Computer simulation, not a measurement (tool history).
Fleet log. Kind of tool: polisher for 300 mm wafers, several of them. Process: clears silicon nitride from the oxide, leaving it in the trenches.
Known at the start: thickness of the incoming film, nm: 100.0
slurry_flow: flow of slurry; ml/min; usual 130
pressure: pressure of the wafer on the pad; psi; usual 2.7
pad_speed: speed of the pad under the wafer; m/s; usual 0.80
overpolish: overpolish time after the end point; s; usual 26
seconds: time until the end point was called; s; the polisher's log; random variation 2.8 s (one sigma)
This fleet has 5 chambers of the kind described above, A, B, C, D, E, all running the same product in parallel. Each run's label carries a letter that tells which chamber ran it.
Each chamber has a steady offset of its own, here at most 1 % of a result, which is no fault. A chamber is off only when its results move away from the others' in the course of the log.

run     day  slurry_flow  pressure  pad_speed  overpolish  seconds
 1C   0.262          130       2.7       0.80          26   162.67
 2E   0.604          130       2.7       0.80          26   158.72
 3B   0.912          130       2.7       0.80          26   160.30
 4D   1.296          130       2.7       0.80          26   156.67
      1.721  -- chamber C: worn pad replaced by a new one
 5A   1.829          130       2.7       0.80          26   160.05
      2.212  -- chamber D: worn pad replaced by a new one
 6B   2.262          130       2.7       0.80          26   163.32
      2.542  -- chamber D: slurry nozzle cleaned
 7D   2.625           90       2.7       1.08          26   130.16
 8E   3.121           90       2.7       1.08          26   130.46
 9C   3.458           90       2.7       1.08          26   133.29
10A   3.708           90       2.7       1.08          26   129.34
11E   4.058           90       2.7       1.08          26   127.58
      4.154  -- chamber B: worn pad replaced by a new one
      4.208  -- chamber A: worn pad replaced by a new one
12C   4.504           90       1.9       0.80          26   256.85
13A   4.779           90       1.9       0.80          26   259.03
14D   5.267           90       1.9       0.80          26   245.04
15B   5.508           90       1.9       0.80          26   246.55
16B   5.767           90       1.9       0.80          26   253.34
17D   6.279          130       2.7       0.80          26   158.49
18A   6.817          130       2.7       0.80          26   166.03
19E   7.175          130       2.7       0.80          26   161.02
      7.429  -- chamber B: slurry nozzle cleaned
20C   7.700          130       2.7       0.80          26   162.18
      7.875  -- chamber E: worn pad replaced by a new one
21E   7.933          130       2.7       0.80          26   160.76
22D   8.346          130       2.7       0.80          26   161.95
23C   8.604          130       2.7       0.94          26   135.00
24A   8.929          130       2.7       0.94          26   137.95
25B   9.262          130       2.7       0.94          26   136.33
      9.338  -- chamber D: worn pad replaced by a new one
      9.550  -- chamber B: worn pad replaced by a new one
26C   9.654          130       2.7       0.94          26   137.80
27B  10.175          130       2.7       0.94          26   134.66
28E  10.446          130       2.7       0.80          26   166.32
29D  10.833          130       2.7       0.80          26   163.38
30A  11.133          130       2.7       0.80          26   162.48
31D  11.583          130       2.7       0.80          26   160.31

Next, all 5 chambers run the settings below, one line each with question marks for the results. What does each chamber give?
32A  11.967          130       2.7       0.64          26        ?
32B  11.967          130       2.7       0.64          26        ?
32C  11.967          130       2.7       0.64          26        ?
32D  11.967          130       2.7       0.64          26        ?
32E  11.967          130       2.7       0.64          26        ?

run  seconds
32A   204.92
32B   199.77
32C   201.74
32D   201.26
32E   198.65

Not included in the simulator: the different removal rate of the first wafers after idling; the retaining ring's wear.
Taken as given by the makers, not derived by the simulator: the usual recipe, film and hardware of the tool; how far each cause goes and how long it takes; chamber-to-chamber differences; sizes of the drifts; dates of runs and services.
